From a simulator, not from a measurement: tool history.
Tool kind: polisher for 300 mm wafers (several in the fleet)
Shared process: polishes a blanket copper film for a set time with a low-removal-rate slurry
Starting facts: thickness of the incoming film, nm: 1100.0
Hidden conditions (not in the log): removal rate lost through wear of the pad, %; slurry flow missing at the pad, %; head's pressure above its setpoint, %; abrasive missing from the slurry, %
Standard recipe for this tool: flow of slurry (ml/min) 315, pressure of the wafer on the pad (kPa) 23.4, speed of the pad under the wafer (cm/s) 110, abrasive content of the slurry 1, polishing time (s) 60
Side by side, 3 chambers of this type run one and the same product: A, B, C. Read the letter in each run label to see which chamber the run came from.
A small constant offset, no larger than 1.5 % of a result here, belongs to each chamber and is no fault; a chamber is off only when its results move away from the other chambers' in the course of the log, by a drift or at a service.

run	hour	flow of slurry (ml/min)	pressure of the wafer on the pad (kPa)	speed of the pad under the wafer (cm/s)	abrasive content of the slurry	polishing time (s)	wafers polished on this pad	hours since the slurry nozzle was cleaned	hours since the head pressure was calibrated	hours since the slurry blender was calibrated	film removed (Å)
1B	5.9	315	23.4	110	1	60	530	557.2	260.8	26.3	2594.7
2A	14.4	315	23.4	110	1	60	927	188.1	728.7	194.6	2525.3
3C	20.6	315	23.4	110	1	60	961	61.7	285.3	455.9	2568.1
# hour 23.7: chamber C: worn pad replaced by a new one
# hour 28.6: chamber A: worn pad replaced by a new one
4C	28.8	315	23.4	110	1	60	41	69.9	293.5	464.1	2598.5
5B	34.3	315	23.4	110	1	60	759	585.6	289.2	54.7	2557.9
# hour 37.0: chamber B: head pressure recalibrated
6A	40.2	315	23.4	110	1	60	94	213.9	754.5	220.4	2562.0
7A	46.7	315	23.4	140	1	42	146	220.4	761.0	226.9	2349.0
8C	52.4	315	23.4	140	1	42	231	93.5	317.1	487.7	2324.1
# hour 53.1: chamber B: slurry nozzle cleaned
# hour 53.3: chamber C: slurry blender recalibrated
9B	60.6	315	23.4	140	1	42	971	7.6	23.6	81.0	2299.8
10B	67.3	315	23.4	110	1	60	1025	14.3	30.3	87.7	2577.2
11A	74.7	315	23.4	110	1	60	372	248.4	789.0	254.9	2555.6
12C	83.4	315	23.4	110	1	60	482	124.5	348.1	30.2	2579.7
13C	92.8	315	23.4	110	1	60	557	133.9	357.5	39.6	2544.3
14A	99.4	250	18.6	110	1	60	571	273.1	813.7	279.6	1982.8
15B	108.2	250	18.6	110	1	60	1355	55.2	71.2	128.6	2008.7
16A	117.0	250	18.6	110	1	60	713	290.7	831.3	297.2	2005.1
# hour 118.0: chamber B: worn pad replaced by a new one
17B	121.5	245	31.0	110	1	60	28	68.5	84.5	141.9	3391.8
18C	129.9	245	31.0	110	1	60	857	171.0	394.6	76.7	3318.2
19C	137.8	245	31.0	110	1	60	920	178.9	402.5	84.6	3332.4
# hour 138.6: chamber A: worn pad replaced by a new one
20A	142.9	315	23.4	110	1	60	35	316.6	857.2	323.1	2558.9
# hour 143.7: chamber C: worn pad replaced by a new one
# hour 146.6: chamber B: slurry blender recalibrated
21B	150.1	315	23.4	110	1	60	259	97.1	113.1	3.6	2599.7
22B	156.7	315	23.4	110	1	60	312	103.7	119.7	10.2	2592.7
23A	164.9	315	23.4	110	1	60	212	338.6	879.2	345.1	2588.5
24C	173.7	315	23.4	110	1	60	242	214.8	438.4	120.5	2572.7
25B	180.9	315	23.4	110	1	60	508	127.9	143.9	34.4	2557.2
# hour 187.0: chamber A: slurry blender recalibrated
26A	187.6	315	23.4	110	1	60	395	361.3	901.9	0.7	2529.8
27C	196.5	315	23.4	110	1	60	426	237.6	461.2	143.3	2604.5
28C	201.2	315	23.4	110	1	60	464	242.3	465.9	148.0	2598.8
29B	206.2	315	23.4	110	1	60	712	153.2	169.2	59.7	2642.5
30A	212.0	315	23.4	110	1	60	592	385.7	926.3	25.1	2534.2
31C	218.3	315	23.4	110	1	60	602	259.4	483.0	165.1	2567.5
32A	223.5	315	23.4	110	1	60	685	397.2	937.8	36.6	2556.6
33B	232.3	315	23.4	110	1	60	922	179.3	195.3	85.8	2556.2
34B	239.6	315	28.3	110	1	60	981	186.6	202.6	93.1	3072.2
35C	247.9	315	28.3	110	1	60	841	289.0	512.6	194.7	3077.0
36A	255.7	315	28.3	110	1	60	945	429.4	970.0	68.8	3095.3
37C	264.5	315	23.4	110	1	60	975	305.6	529.2	211.3	2577.4
# hour 265.6: chamber A: worn pad replaced by a new one
38B	270.6	315	23.4	110	1	60	1231	217.6	233.6	124.1	2565.0
39A	275.4	315	23.4	110	1	60	79	449.1	989.7	88.5	2554.0

What goes on in this fleet: one chamber off, a drifting gauge, or nothing beyond the chambers' own small offsets? Name the chamber and the cause, if any.

No chamber stands off beyond its own small offset, and the gauge holds steady.

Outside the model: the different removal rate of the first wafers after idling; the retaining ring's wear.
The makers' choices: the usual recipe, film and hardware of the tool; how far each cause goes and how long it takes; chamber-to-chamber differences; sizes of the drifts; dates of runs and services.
